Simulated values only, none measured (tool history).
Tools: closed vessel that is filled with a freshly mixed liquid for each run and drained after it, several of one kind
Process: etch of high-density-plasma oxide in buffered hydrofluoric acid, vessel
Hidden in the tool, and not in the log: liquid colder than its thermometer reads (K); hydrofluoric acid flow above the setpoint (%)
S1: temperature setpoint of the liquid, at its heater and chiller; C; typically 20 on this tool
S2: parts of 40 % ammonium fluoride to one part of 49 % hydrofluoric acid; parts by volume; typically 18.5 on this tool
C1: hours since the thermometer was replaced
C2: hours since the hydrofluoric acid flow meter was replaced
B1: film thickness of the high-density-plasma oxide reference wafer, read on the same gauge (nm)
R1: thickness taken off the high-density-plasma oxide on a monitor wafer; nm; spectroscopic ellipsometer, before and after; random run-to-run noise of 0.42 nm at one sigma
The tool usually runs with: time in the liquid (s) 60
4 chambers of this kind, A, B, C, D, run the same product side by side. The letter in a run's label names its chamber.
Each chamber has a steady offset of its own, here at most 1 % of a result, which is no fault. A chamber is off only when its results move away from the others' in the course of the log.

Run 1C, hour 4.4: usual settings; C1 471.6; C2 1248.2; B1 150.01. Result: R1 48.807 nm.
Run 2B, hour 10.9: usual settings; C1 401.8; C2 1332.1; B1 150.03. Result: R1 50.087 nm.
Run 3A, hour 17.4: usual settings; C1 472.5; C2 1412.1; B1 150.02. Result: R1 49.867 nm.
At hour 22.4: chamber A: thermometer replaced.
Run 4D, hour 25.3: usual settings; C1 724.1; C2 245.6; B1 150.01. Result: R1 50.102 nm.
Run 5D, hour 31.9: usual settings but S1 23.5 C; C1 730.7; C2 252.2; B1 150.01. Result: R1 60.82 nm.
Run 6C, hour 36.5: usual settings but S1 23.5 C; C1 503.7; C2 1280.3; B1 150.01. Result: R1 59.603 nm.
At hour 40.6: chamber D: thermometer replaced.
Run 7B, hour 43.7: usual settings but S1 23.5 C; C1 434.6; C2 1364.9; B1 150.01. Result: R1 60.478 nm.
Run 8A, hour 51.4: usual settings but S1 23.5 C; C1 29; C2 1446.1; B1 150.02. Result: R1 61.1 nm.
Run 9C, hour 55.6: usual settings; C1 522.8; C2 1299.4; B1 150. Result: R1 50.794 nm.
Run 10B, hour 64.8: usual settings; C1 455.7; C2 1386; B1 149.98. Result: R1 50.049 nm.
Run 11A, hour 69.7: usual settings; C1 47.3; C2 1464.4; B1 149.99. Result: R1 50.397 nm.
Run 12D, hour 77.2: usual settings; C1 36.7; C2 297.5; B1 149.99. Result: R1 49.888 nm.
Run 13C, hour 86.1: usual settings; C1 553.3; C2 1329.9; B1 149.98. Result: R1 49.743 nm.
At hour 88.1: chamber C: hydrofluoric acid flow meter replaced.
Run 14D, hour 92.1: usual settings; C1 51.6; C2 312.4; B1 149.99. Result: R1 49.418 nm.
Run 15B, hour 100.4: usual settings but S1 17 C; C1 491.3; C2 1421.6; B1 150. Result: R1 42.477 nm.
Run 16A, hour 105.1: usual settings but S1 17 C; C1 82.7; C2 1499.8; B1 149.99. Result: R1 42.708 nm.
Run 17A, hour 113.8: usual settings but S1 17 C; C1 91.4; C2 1508.5; B1 149.98. Result: R1 42.759 nm.
Run 18B, hour 121.8: usual settings but S1 17 C; C1 512.7; C2 1443; B1 149.99. Result: R1 41.917 nm.
Run 19C, hour 125.9: usual settings; C1 593.1; C2 37.9; B1 149.99. Result: R1 49.97 nm.
Run 20D, hour 132.5: usual settings; C1 92; C2 352.8; B1 150. Result: R1 52.067 nm.
Run 21C, hour 141.2: usual settings; C1 608.4; C2 53.2; B1 149.97. Result: R1 49.224 nm.
Run 22D, hour 147.7: usual settings; C1 107.2; C2 368; B1 149.97. Result: R1 51.178 nm.
Run 23B, hour 154.5: usual settings; C1 545.4; C2 1475.7; B1 150.04. Result: R1 50.117 nm.
Run 24A, hour 162.6: usual settings; C1 140.2; C2 1557.3; B1 150.02. Result: R1 50.486 nm.
Run 25A, hour 171.1: usual settings; C1 148.7; C2 1565.8; B1 149.98. Result: R1 50.686 nm.
Run 26C, hour 176.1: usual settings; C1 643.3; C2 88.1; B1 149.99. Result: R1 49.286 nm.
Run 27B, hour 180.4: usual settings; C1 571.3; C2 1501.6; B1 150. Result: R1 50.176 nm.
Run 28D, hour 189.2: usual settings but time in the liquid (s) 90; C1 148.7; C2 409.5; B1 149.99. Result: R1 80.977 nm.
Run 29A, hour 195.5: usual settings but time in the liquid (s) 90; C1 173.1; C2 1590.2; B1 149.98. Result: R1 76.148 nm.
Run 30B, hour 200.2: usual settings but time in the liquid (s) 90; C1 591.1; C2 1521.4; B1 149.98. Result: R1 75.212 nm.
Run 31C, hour 205.5: usual settings but time in the liquid (s) 90; C1 672.7; C2 117.5; B1 149.99. Result: R1 73.503 nm.
Run 32D, hour 214.2: usual settings; C1 173.7; C2 434.5; B1 149.98. Result: R1 55.678 nm.

Has any chamber moved away from the others, gradually or after a service, or does the common gauge drift, or do the chambers differ only by their own small steady offsets? State the chamber and the most likely cause if one applies.

It is chamber D that slowly wanders off from its peers.
Cause: hydrofluoric acid flow above the setpoint (%) = 12.4.
From this log alone, it may not be told apart from: liquid hotter than its thermometer reads (K).

Which of the 4 candidates below, each the usual settings with something changed and its results left as question marks, puts chamber D back in line with what the other chambers give on the usual settings?
Allowed miss from the other chambers' usual-settings mean, per result, to count as in line: R1 1.5 nm
Run 33D-1, hour 220.7: usual settings but S2 20.5 parts by volume. Result: R1 ?.
Run 33D-2, hour 220.7: usual settings but S2 18 parts by volume, time in the liquid (s) 65. Result: R1 ?.
Run 33D-3, hour 220.7: usual settings but S2 22.5 parts by volume. Result: R1 ?.
Run 33D-4, hour 220.7: usual settings but S1 23.5 C. Result: R1 ?.

Average result of the remaining chambers running the usual settings: R1 50.08 nm
  run      R1
33D-1  50.495
33D-2  62.228
33D-3   46.07
33D-4  67.992
Change 33D-1 lands the chamber within the allowed miss of the other chambers.
